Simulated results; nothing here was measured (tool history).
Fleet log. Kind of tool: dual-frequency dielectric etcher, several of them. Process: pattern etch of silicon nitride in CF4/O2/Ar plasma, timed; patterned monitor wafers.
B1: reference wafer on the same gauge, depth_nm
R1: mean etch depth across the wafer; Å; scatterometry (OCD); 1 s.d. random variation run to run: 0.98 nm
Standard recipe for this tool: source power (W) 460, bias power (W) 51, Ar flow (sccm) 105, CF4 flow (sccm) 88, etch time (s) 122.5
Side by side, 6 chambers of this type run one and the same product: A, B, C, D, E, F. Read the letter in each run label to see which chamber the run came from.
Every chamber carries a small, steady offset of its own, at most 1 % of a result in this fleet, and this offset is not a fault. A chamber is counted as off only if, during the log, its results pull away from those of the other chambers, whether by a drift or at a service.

{"run": "1A", "day": 0.388, "source power (W)": 460, "bias power (W)": 51, "Ar flow (sccm)": 105, "CF4 flow (sccm)": 88, "etch time (s)": 122.5, "B1": 218.98, "R1": 2152.5}
{"run": "2B", "day": 0.812, "source power (W)": 460, "bias power (W)": 51, "Ar flow (sccm)": 105, "CF4 flow (sccm)": 88, "etch time (s)": 122.5, "B1": 219.08, "R1": 2154.5}
{"run": "3E", "day": 1.2, "source power (W)": 460, "bias power (W)": 51, "Ar flow (sccm)": 105, "CF4 flow (sccm)": 88, "etch time (s)": 122.5, "B1": 218.64, "R1": 2123.1}
{"run": "4F", "day": 1.433, "source power (W)": 460, "bias power (W)": 51, "Ar flow (sccm)": 105, "CF4 flow (sccm)": 88, "etch time (s)": 122.5, "B1": 218.88, "R1": 2126.4}
{"run": "5C", "day": 1.888, "source power (W)": 460, "bias power (W)": 51, "Ar flow (sccm)": 105, "CF4 flow (sccm)": 88, "etch time (s)": 122.5, "B1": 218.91, "R1": 2104.8}
{"run": "6D", "day": 2.321, "source power (W)": 460, "bias power (W)": 51, "Ar flow (sccm)": 105, "CF4 flow (sccm)": 88, "etch time (s)": 122.5, "B1": 219.06, "R1": 2109.7}
{"run": "7E", "day": 2.812, "source power (W)": 460, "bias power (W)": 51, "Ar flow (sccm)": 105, "CF4 flow (sccm)": 88, "etch time (s)": 122.5, "B1": 218.83, "R1": 2117.2}
{"run": "8C", "day": 3.246, "source power (W)": 460, "bias power (W)": 51, "Ar flow (sccm)": 105, "CF4 flow (sccm)": 88, "etch time (s)": 122.5, "B1": 219.04, "R1": 2104}
{"run": "9D", "day": 3.629, "source power (W)": 460, "bias power (W)": 51, "Ar flow (sccm)": 105, "CF4 flow (sccm)": 88, "etch time (s)": 122.5, "B1": 219.04, "R1": 2102.6}
{"run": "10F", "day": 4.138, "source power (W)": 460, "bias power (W)": 51, "Ar flow (sccm)": 105, "CF4 flow (sccm)": 88, "etch time (s)": 122.5, "B1": 218.94, "R1": 2120.2}
{"run": "11A", "day": 4.454, "source power (W)": 460, "bias power (W)": 51, "Ar flow (sccm)": 105, "CF4 flow (sccm)": 88, "etch time (s)": 122.5, "B1": 219.07, "R1": 2138.9}
{"run": "12B", "day": 4.817, "source power (W)": 460, "bias power (W)": 51, "Ar flow (sccm)": 95, "CF4 flow (sccm)": 103, "etch time (s)": 122.5, "B1": 218.82, "R1": 2209.6}
{"run": "13F", "day": 5.062, "source power (W)": 460, "bias power (W)": 51, "Ar flow (sccm)": 95, "CF4 flow (sccm)": 103, "etch time (s)": 122.5, "B1": 219.09, "R1": 2221.8}
{"run": "14A", "day": 5.554, "source power (W)": 460, "bias power (W)": 51, "Ar flow (sccm)": 95, "CF4 flow (sccm)": 103, "etch time (s)": 122.5, "B1": 218.88, "R1": 2211.4}
{"run": "15E", "day": 6.004, "source power (W)": 460, "bias power (W)": 51, "Ar flow (sccm)": 95, "CF4 flow (sccm)": 103, "etch time (s)": 122.5, "B1": 218.99, "R1": 2211}
{"run": "16D", "day": 6.396, "source power (W)": 460, "bias power (W)": 51, "Ar flow (sccm)": 95, "CF4 flow (sccm)": 103, "etch time (s)": 122.5, "B1": 219.22, "R1": 2189.5}
{"run": "17C", "day": 6.812, "source power (W)": 460, "bias power (W)": 51, "Ar flow (sccm)": 95, "CF4 flow (sccm)": 103, "etch time (s)": 122.5, "B1": 219.07, "R1": 2219}
{"day": 7.004, "done": "chamber D: wet clean of the chamber"}
{"day": 7.008, "done": "chamber A: wet clean of the chamber"}
{"run": "18B", "day": 7.283, "source power (W)": 460, "bias power (W)": 51, "Ar flow (sccm)": 83, "CF4 flow (sccm)": 88, "etch time (s)": 122.5, "B1": 219.19, "R1": 2193}
{"run": "19D", "day": 7.567, "source power (W)": 460, "bias power (W)": 51, "Ar flow (sccm)": 83, "CF4 flow (sccm)": 88, "etch time (s)": 122.5, "B1": 219, "R1": 2186.3}
{"day": 7.683, "done": "chamber E: wet clean of the chamber"}
{"run": "20B", "day": 8.029, "source power (W)": 460, "bias power (W)": 51, "Ar flow (sccm)": 83, "CF4 flow (sccm)": 88, "etch time (s)": 122.5, "B1": 218.99, "R1": 2201.3}
{"day": 8.183, "done": "chamber F: wet clean of the chamber"}
{"run": "21E", "day": 8.429, "source power (W)": 460, "bias power (W)": 51, "Ar flow (sccm)": 83, "CF4 flow (sccm)": 88, "etch time (s)": 122.5, "B1": 218.96, "R1": 2213.5}
{"run": "22A", "day": 8.683, "source power (W)": 460, "bias power (W)": 51, "Ar flow (sccm)": 83, "CF4 flow (sccm)": 88, "etch time (s)": 122.5, "B1": 218.93, "R1": 2203.8}
{"day": 8.829, "done": "chamber B: wet clean of the chamber"}
{"run": "23F", "day": 9.183, "source power (W)": 460, "bias power (W)": 51, "Ar flow (sccm)": 83, "CF4 flow (sccm)": 88, "etch time (s)": 122.5, "B1": 218.71, "R1": 2211.7}
{"run": "24C", "day": 9.517, "source power (W)": 460, "bias power (W)": 51, "Ar flow (sccm)": 105, "CF4 flow (sccm)": 88, "etch time (s)": 122.5, "B1": 218.87, "R1": 2176.7}
{"run": "25D", "day": 9.908, "source power (W)": 460, "bias power (W)": 51, "Ar flow (sccm)": 105, "CF4 flow (sccm)": 88, "etch time (s)": 122.5, "B1": 219.18, "R1": 2118.2}
{"run": "26B", "day": 10.346, "source power (W)": 460, "bias power (W)": 51, "Ar flow (sccm)": 105, "CF4 flow (sccm)": 88, "etch time (s)": 122.5, "B1": 218.7, "R1": 2131.8}
{"run": "27E", "day": 10.717, "source power (W)": 460, "bias power (W)": 51, "Ar flow (sccm)": 105, "CF4 flow (sccm)": 88, "etch time (s)": 122.5, "B1": 219.11, "R1": 2143.6}
{"run": "28F", "day": 11.162, "source power (W)": 460, "bias power (W)": 51, "Ar flow (sccm)": 105, "CF4 flow (sccm)": 88, "etch time (s)": 122.5, "B1": 219.06, "R1": 2161}
{"run": "29C", "day": 11.6, "source power (W)": 460, "bias power (W)": 51, "Ar flow (sccm)": 105, "CF4 flow (sccm)": 88, "etch time (s)": 122.5, "B1": 219.06, "R1": 2171.7}
{"run": "30A", "day": 11.817, "source power (W)": 460, "bias power (W)": 51, "Ar flow (sccm)": 105, "CF4 flow (sccm)": 88, "etch time (s)": 122.5, "B1": 218.92, "R1": 2138}
{"run": "31C", "day": 12.2, "source power (W)": 460, "bias power (W)": 51, "Ar flow (sccm)": 88, "CF4 flow (sccm)": 88, "etch time (s)": 145.5, "B1": 218.92, "R1": 2643.2}
{"run": "32A", "day": 12.554, "source power (W)": 460, "bias power (W)": 51, "Ar flow (sccm)": 88, "CF4 flow (sccm)": 88, "etch time (s)": 145.5, "B1": 218.95, "R1": 2614.2}
{"day": 12.742, "done": "chamber F: Ar flow controller replaced"}
{"run": "33B", "day": 13.062, "source power (W)": 460, "bias power (W)": 51, "Ar flow (sccm)": 88, "CF4 flow (sccm)": 88, "etch time (s)": 145.5, "B1": 218.99, "R1": 2575.4}
{"run": "34D", "day": 13.492, "source power (W)": 460, "bias power (W)": 51, "Ar flow (sccm)": 88, "CF4 flow (sccm)": 88, "etch time (s)": 145.5, "B1": 218.93, "R1": 2579.6}
{"run": "35F", "day": 13.767, "source power (W)": 460, "bias power (W)": 51, "Ar flow (sccm)": 88, "CF4 flow (sccm)": 88, "etch time (s)": 145.5, "B1": 218.91, "R1": 2614.1}
{"run": "36E", "day": 14.062, "source power (W)": 460, "bias power (W)": 51, "Ar flow (sccm)": 88, "CF4 flow (sccm)": 88, "etch time (s)": 145.5, "B1": 218.86, "R1": 2602.2}
{"day": 14.175, "done": "chamber D: source power generator calibrated"}
{"run": "37B", "day": 14.567, "source power (W)": 460, "bias power (W)": 51, "Ar flow (sccm)": 105, "CF4 flow (sccm)": 88, "etch time (s)": 122.5, "B1": 218.9, "R1": 2130.6}
{"run": "38D", "day": 14.921, "source power (W)": 460, "bias power (W)": 51, "Ar flow (sccm)": 105, "CF4 flow (sccm)": 88, "etch time (s)": 153.5, "B1": 219.15, "R1": 2667.4}
{"run": "39E", "day": 15.292, "source power (W)": 460, "bias power (W)": 51, "Ar flow (sccm)": 105, "CF4 flow (sccm)": 88, "etch time (s)": 153.5, "B1": 219.15, "R1": 2684.6}

Does one chamber stand apart from the rest, does the shared gauge drift, or is all well apart from small per-chamber offsets? Give the chamber and the most likely cause, where there is one.

One chamber, C, drifts off from the rest bit by bit.
Likeliest cause: etch rate over this chamber's usual, % = 4.18.
It could be hard to tell apart here from: source power that arrives over what is set, %.

Chamber C could run next with any of the 4 candidate recipes listed below; each alters the usual settings, and their results appear as question marks. Which one brings its results back in line with what the other chambers deliver on the usual settings?
In line means no further than this from the other chambers' mean on the usual settings: R1 34 Å
{"run": "40C-1", "day": 15.658, "source power (W)": 460, "bias power (W)": 51, "Ar flow (sccm)": 104, "CF4 flow (sccm)": 88, "etch time (s)": 129.5, "R1": "?"}
{"run": "40C-2", "day": 15.658, "source power (W)": 450, "bias power (W)": 50, "Ar flow (sccm)": 105, "CF4 flow (sccm)": 88, "etch time (s)": 122.5, "R1": "?"}
{"run": "40C-3", "day": 15.658, "source power (W)": 450, "bias power (W)": 51, "Ar flow (sccm)": 105, "CF4 flow (sccm)": 88, "etch time (s)": 118, "R1": "?"}
{"run": "40C-4", "day": 15.658, "source power (W)": 470, "bias power (W)": 51, "Ar flow (sccm)": 105, "CF4 flow (sccm)": 88, "etch time (s)": 124.5, "R1": "?"}

Mean of the other chambers on the usual settings: R1 2136.8 Å
run=40C-1 R1=2335.4
run=40C-2 R1=2148.5
run=40C-3 R1=2085.2
run=40C-4 R1=2284.8
40C-2 is the one that brings the chamber's results back in line with the other chambers.
